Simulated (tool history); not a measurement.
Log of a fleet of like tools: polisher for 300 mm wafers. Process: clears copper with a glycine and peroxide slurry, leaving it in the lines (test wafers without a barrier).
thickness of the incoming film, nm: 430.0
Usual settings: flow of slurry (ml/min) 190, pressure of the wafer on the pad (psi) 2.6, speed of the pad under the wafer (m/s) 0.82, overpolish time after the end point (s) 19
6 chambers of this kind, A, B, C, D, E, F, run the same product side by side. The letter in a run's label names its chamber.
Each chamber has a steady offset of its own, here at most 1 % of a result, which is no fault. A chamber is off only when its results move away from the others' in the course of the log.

run,day,flow of slurry (ml/min),pressure of the wafer on the pad (psi),speed of the pad under the wafer (m/s),overpolish time after the end point (s),wafers polished on this pad,hours since the slurry nozzle was cleaned,hours since the head pressure was calibrated,time until the end point was called (s),dishing of a wide line in a test structure (nm)
1D,0.225,190,2.6,0.82,19,299,283.3,179.0,104.570,54.356
2E,0.458,190,2.6,0.82,19,185,18.5,122.3,102.450,54.235
3F,0.629,190,2.6,0.82,19,466,246.2,657.4,104.410,52.696
4C,0.962,190,2.6,0.82,19,299,250.6,265.4,98.549,54.706
5B,1.238,190,2.6,0.82,19,264,566.6,558.7,104.130,55.460
6A,1.504,190,2.6,0.82,19,940,524.0,214.4,99.824,54.824
# day 1.688: chamber A: worn pad replaced by a new one
# day 1.750: chamber D: worn pad replaced by a new one
7B,1.750,190,2.6,0.82,19,369,578.9,571.0,100.630,52.932
# day 1.946: chamber D: slurry nozzle cleaned
8F,1.950,190,2.6,0.82,19,736,277.9,689.1,102.890,56.584
9C,2.183,190,3.4,0.98,19,549,279.9,294.7,71.327,73.150
10E,2.508,190,3.4,0.98,19,605,67.7,171.5,71.230,74.005
11A,2.700,190,3.4,0.98,19,207,552.7,243.1,70.275,74.474
12D,2.862,190,3.4,0.98,19,227,22.0,242.3,71.644,74.559
13A,3.017,190,3.4,0.98,19,272,560.3,250.7,72.110,75.147
14E,3.221,190,3.4,0.98,19,751,84.8,188.6,72.240,75.014
# day 3.462: chamber B: slurry nozzle cleaned
15F,3.517,130,3.5,0.82,19,1056,315.5,726.7,85.233,65.479
16B,3.842,130,3.5,0.82,19,797,9.2,621.2,85.955,63.768
# day 3.871: chamber C: worn pad replaced by a new one
# day 3.979: chamber C: slurry nozzle cleaned
17C,4.079,130,3.5,0.82,19,42,2.5,340.2,87.983,64.469
# day 4.142: chamber F: worn pad replaced by a new one
18D,4.292,130,3.5,0.82,19,520,56.3,276.6,85.570,64.213
19C,4.508,130,3.5,0.82,19,130,12.8,350.5,85.528,64.454
20B,4.688,130,3.5,0.82,19,970,29.5,641.5,83.931,64.364
# day 4.704: chamber D: worn pad replaced by a new one
21E,4.858,190,2.6,0.82,19,1086,124.1,227.9,104.520,55.393
22F,5.196,190,2.6,0.82,19,215,355.8,767.0,103.270,54.349
23D,5.492,190,2.6,0.82,19,161,85.1,305.4,102.710,54.016
24A,5.771,190,2.6,0.82,19,836,626.4,316.8,103.300,54.830
# day 5.850: chamber A: worn pad replaced by a new one
# day 5.975: chamber A: slurry nozzle cleaned
25F,6.021,245,3.1,0.82,19,384,375.6,786.8,87.560,62.322
# day 6.196: chamber D: head pressure recalibrated
26B,6.217,245,3.1,0.82,19,1283,66.2,678.2,85.645,64.307
# day 6.417: chamber B: worn pad replaced by a new one
27E,6.421,245,3.1,0.82,19,1405,161.6,265.4,87.435,63.748
28C,6.588,245,3.1,0.82,19,556,62.7,400.4,86.119,64.318
29A,6.875,245,3.1,0.82,19,210,21.7,343.3,84.719,63.131
30D,7.150,245,3.1,0.82,19,501,124.9,22.9,87.856,64.304
# day 7.221: chamber E: worn pad replaced by a new one
# day 7.346: chamber C: worn pad replaced by a new one
31F,7.396,190,2.6,0.82,19,665,408.6,819.8,104.820,55.010
32B,7.675,190,2.6,1.02,19,258,101.2,713.2,86.257,64.013
# day 7.688: chamber D: worn pad replaced by a new one
33D,7.871,190,2.6,1.02,19,37,142.2,40.2,86.233,63.771
34A,8.079,190,2.6,1.02,19,456,50.6,372.2,87.425,64.161
35C,8.400,190,2.6,1.02,19,215,106.2,443.9,84.762,64.059
36E,8.583,190,2.6,1.02,19,278,213.5,317.3,87.384,62.673
37E,8.838,190,2.6,1.02,19,330,219.6,323.4,86.046,62.248
38B,9.108,190,2.6,0.82,19,551,135.6,747.6,103.660,55.090
39C,9.308,190,2.6,0.82,19,401,128.0,465.7,98.982,57.103
40F,9.462,190,2.6,0.82,27,1088,458.2,869.4,102.790,74.219
41D,9.692,190,2.6,0.82,27,410,185.9,83.9,101.780,73.626
42A,9.925,190,2.6,0.82,27,834,94.9,416.5,99.817,74.485
43D,10.129,190,2.6,0.82,27,500,196.4,94.4,103.770,73.070

Is one chamber off against the others, does the gauge drift, or is nothing wrong? If a chamber is off, say which, and what the likeliest cause is.

No chamber stands off beyond its own small offset, and the gauge holds steady.
